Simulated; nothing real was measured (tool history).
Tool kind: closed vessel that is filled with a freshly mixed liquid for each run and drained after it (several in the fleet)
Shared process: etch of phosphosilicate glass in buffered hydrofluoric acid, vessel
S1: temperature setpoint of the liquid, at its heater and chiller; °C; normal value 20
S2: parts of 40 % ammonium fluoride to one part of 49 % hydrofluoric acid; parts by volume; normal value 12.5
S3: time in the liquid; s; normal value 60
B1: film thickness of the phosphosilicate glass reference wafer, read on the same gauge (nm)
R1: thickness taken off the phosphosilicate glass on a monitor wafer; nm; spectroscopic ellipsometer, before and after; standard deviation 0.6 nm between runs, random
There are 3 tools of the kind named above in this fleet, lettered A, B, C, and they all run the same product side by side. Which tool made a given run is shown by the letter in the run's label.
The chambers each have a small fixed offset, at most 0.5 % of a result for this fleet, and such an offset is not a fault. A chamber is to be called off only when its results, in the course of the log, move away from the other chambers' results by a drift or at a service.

{"run": "1B", "hour": 12.5, "S1": 20, "S2": 12.5, "S3": 60, "B1": 69.979, "R1": 154.01}
{"run": "2A", "hour": 23.1, "S1": 20, "S2": 12.5, "S3": 60, "B1": 70.006, "R1": 155.01}
{"run": "3C", "hour": 35.7, "S1": 20, "S2": 12.5, "S3": 60, "B1": 69.984, "R1": 153.93}
{"run": "4A", "hour": 46.1, "S1": 20, "S2": 12.5, "S3": 60, "B1": 69.974, "R1": 154.18}
{"run": "5C", "hour": 57.4, "S1": 20, "S2": 12.5, "S3": 60, "B1": 70.013, "R1": 153.98}
{"run": "6B", "hour": 66.7, "S1": 20, "S2": 12.5, "S3": 60, "B1": 69.989, "R1": 153.74}
{"run": "7A", "hour": 73.7, "S1": 20, "S2": 12.5, "S3": 60, "B1": 70.043, "R1": 155.28}
{"run": "8C", "hour": 80.4, "S1": 18, "S2": 12.5, "S3": 35, "B1": 70.029, "R1": 80.379}
{"run": "9B", "hour": 93.1, "S1": 18, "S2": 12.5, "S3": 35, "B1": 69.994, "R1": 80.23}
{"run": "10C", "hour": 105.8, "S1": 18, "S2": 12.5, "S3": 35, "B1": 70.025, "R1": 79.816}
{"run": "11A", "hour": 118.2, "S1": 22, "S2": 12.5, "S3": 75, "B1": 70.024, "R1": 215.86}
{"run": "12B", "hour": 131.7, "S1": 22, "S2": 12.5, "S3": 75, "B1": 70.033, "R1": 215.74}
{"run": "13C", "hour": 143.4, "S1": 22, "S2": 12.5, "S3": 75, "B1": 69.994, "R1": 215.37}
{"run": "14B", "hour": 153.3, "S1": 20, "S2": 12.5, "S3": 60, "B1": 70.015, "R1": 153.74}
{"hour": 154.3, "done": "chamber B: thermometer replaced"}
{"run": "15A", "hour": 162.8, "S1": 20, "S2": 12.5, "S3": 60, "B1": 70.007, "R1": 155.1}
{"run": "16A", "hour": 177.2, "S1": 20, "S2": 12.5, "S3": 60, "B1": 69.927, "R1": 154.38}
{"run": "17C", "hour": 189.0, "S1": 20, "S2": 12.5, "S3": 60, "B1": 69.989, "R1": 153.45}
{"run": "18B", "hour": 201.8, "S1": 20, "S2": 12.5, "S3": 60, "B1": 69.983, "R1": 154.21}
{"run": "19B", "hour": 212.7, "S1": 20, "S2": 12.5, "S3": 60, "B1": 69.967, "R1": 153.56}
{"run": "20C", "hour": 222.4, "S1": 20, "S2": 12.5, "S3": 60, "B1": 69.988, "R1": 153.81}
{"run": "21A", "hour": 230.3, "S1": 20, "S2": 12.5, "S3": 95, "B1": 70.011, "R1": 244.75}
{"run": "22C", "hour": 236.8, "S1": 20, "S2": 12.5, "S3": 95, "B1": 69.977, "R1": 244.98}

Next, every chamber runs the same settings. What will each give?
{"run": "23A", "hour": 247.3, "S1": 20, "S2": 12.5, "S3": 60, "R1": "?"}
{"run": "23B", "hour": 247.3, "S1": 20, "S2": 12.5, "S3": 60, "R1": "?"}
{"run": "23C", "hour": 247.3, "S1": 20, "S2": 12.5, "S3": 60, "R1": "?"}

run=23A R1=154.7
run=23B R1=154.12
run=23C R1=154.09
